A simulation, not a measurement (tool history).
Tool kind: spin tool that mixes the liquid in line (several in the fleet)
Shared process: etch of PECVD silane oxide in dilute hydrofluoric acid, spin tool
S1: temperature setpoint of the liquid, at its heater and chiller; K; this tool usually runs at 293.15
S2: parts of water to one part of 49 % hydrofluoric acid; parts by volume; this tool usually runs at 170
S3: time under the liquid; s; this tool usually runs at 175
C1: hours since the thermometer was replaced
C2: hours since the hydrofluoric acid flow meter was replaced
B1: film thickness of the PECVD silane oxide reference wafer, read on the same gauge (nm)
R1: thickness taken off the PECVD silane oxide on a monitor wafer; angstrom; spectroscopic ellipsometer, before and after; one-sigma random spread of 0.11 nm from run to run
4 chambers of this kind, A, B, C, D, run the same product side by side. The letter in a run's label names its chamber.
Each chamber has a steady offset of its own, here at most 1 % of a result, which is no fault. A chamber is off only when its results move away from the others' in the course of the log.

run,day,S1,S2,S3,C1,C2,B1,R1
1A,0.142,293.15,170,175,784.2,116,49.986,177.27
2D,0.279,293.15,170,175,1195.8,1189,49.986,180.18
3B,0.475,293.15,170,175,1784.5,500.2,50.027,174.25
4C,0.658,293.15,170,175,406.6,782.1,50.026,176.96
5C,0.754,293.15,170,175,408.9,784.4,49.998,178.55
6D,0.912,293.15,170,175,1211,1204.2,50.011,179.34
7B,1.033,293.15,170,175,1797.9,513.6,49.97,173.17
8A,1.208,293.15,170,175,809.8,141.6,49.987,178.77
9A,1.396,293.15,170,175,814.3,146.1,50.015,175.13
10B,1.575,293.15,170,175,1810.9,526.6,49.987,175.6
11D,1.762,290.65,170,275,1231.4,1224.6,49.973,256.4
12C,1.95,290.65,170,275,437.6,813.1,49.995,255.23
13C,2.092,290.65,170,275,441,816.5,49.999,252.28
# day 2.171: chamber A: thermometer replaced
14A,2.196,290.65,170,275,0.6,165.3,49.981,250.93
15B,2.292,293.15,170,175,1828.1,543.8,50.001,175.74
16D,2.467,293.15,170,175,1248.3,1241.5,50.01,182.64
17C,2.633,296.15,170,130,454,829.5,49.993,148.4
18A,2.838,296.15,170,130,16,180.7,49.99,148.74
19D,2.946,296.15,170,130,1259.8,1253,49.994,152.38
20B,3.112,296.15,170,130,1847.8,563.5,50.002,146.46
21B,3.271,296.15,215,175,1851.6,567.3,49.992,148.63
22A,3.429,296.15,215,175,30.2,194.9,50,148.91
23D,3.629,296.15,215,175,1276.2,1269.4,50.007,157.09
24C,3.762,296.15,215,175,481.1,856.6,50.009,149.15
25D,3.971,293.15,170,175,1284.4,1277.6,50.015,187.1
26B,4.138,293.15,170,175,1872.4,588.1,50.015,174.47
27C,4.292,293.15,170,175,493.8,869.3,50,176.79
28A,4.496,293.15,170,175,55.8,220.5,49.994,179.25
29C,4.671,293.15,170,175,502.9,878.4,50.012,178.41
30A,4.85,293.15,170,175,64.3,229,50.031,177.54
31B,5.008,290.15,170,175,1893.3,609,49.992,155.08
32D,5.112,290.15,170,175,1311.8,1305,50.001,166.61
33B,5.312,290.15,170,175,1900.6,616.3,49.973,156.95
34A,5.408,290.15,170,175,77.7,242.4,49.994,158.16
35D,5.554,293.15,130,115,1322.4,1315.6,49.993,169.02
36C,5.729,293.15,130,115,528.3,903.8,50.008,159.03
37C,5.858,293.15,130,115,531.4,906.9,49.998,160.24
38B,6.05,293.15,130,115,1918.3,634,49.989,156.96
39A,6.146,293.15,170,175,95.4,260.1,49.998,177.75
40D,6.258,293.15,170,175,1339.3,1332.5,50.012,190.41
41A,6.475,293.15,170,175,103.3,268,49.986,176.19
42C,6.579,293.15,170,175,548.7,924.2,49.998,177.45
43D,6.738,293.15,170,175,1350.8,1344,49.996,192.27
44B,6.946,293.15,170,175,1939.8,655.5,50.001,173.69

Does one chamber stand apart from the rest, does the shared gauge drift, or is all well apart from small per-chamber offsets? Give the chamber and the most likely cause, where there is one.

One chamber, D, drifts off from the rest bit by bit.
What lies behind it: hydrofluoric acid flow above the setpoint (%) = 7.62.
With only this log, it may be confused with: liquid hotter than its thermometer reads (K).

Chamber D could run next with any of the 4 candidate recipes listed below; each alters the usual settings, and their results appear as question marks. Which one brings its results back in line with what the other chambers deliver on the usual settings?
In line means no further than this from the other chambers' mean on the usual settings: R1 4 angstrom
45D-1,7.104,292.65,170,150,,,,?
45D-2,7.104,293.15,155,190,,,,?
45D-3,7.104,293.65,170,190,,,,?
45D-4,7.104,293.15,175,165,,,,?

On the usual settings, the other chambers give on average: R1 176.97 angstrom
run,R1
45D-1,163.77
45D-2,235.17
45D-3,215.99
45D-4,177.83
The answer is 45D-4, which returns the chamber to within the allowed miss of the others.
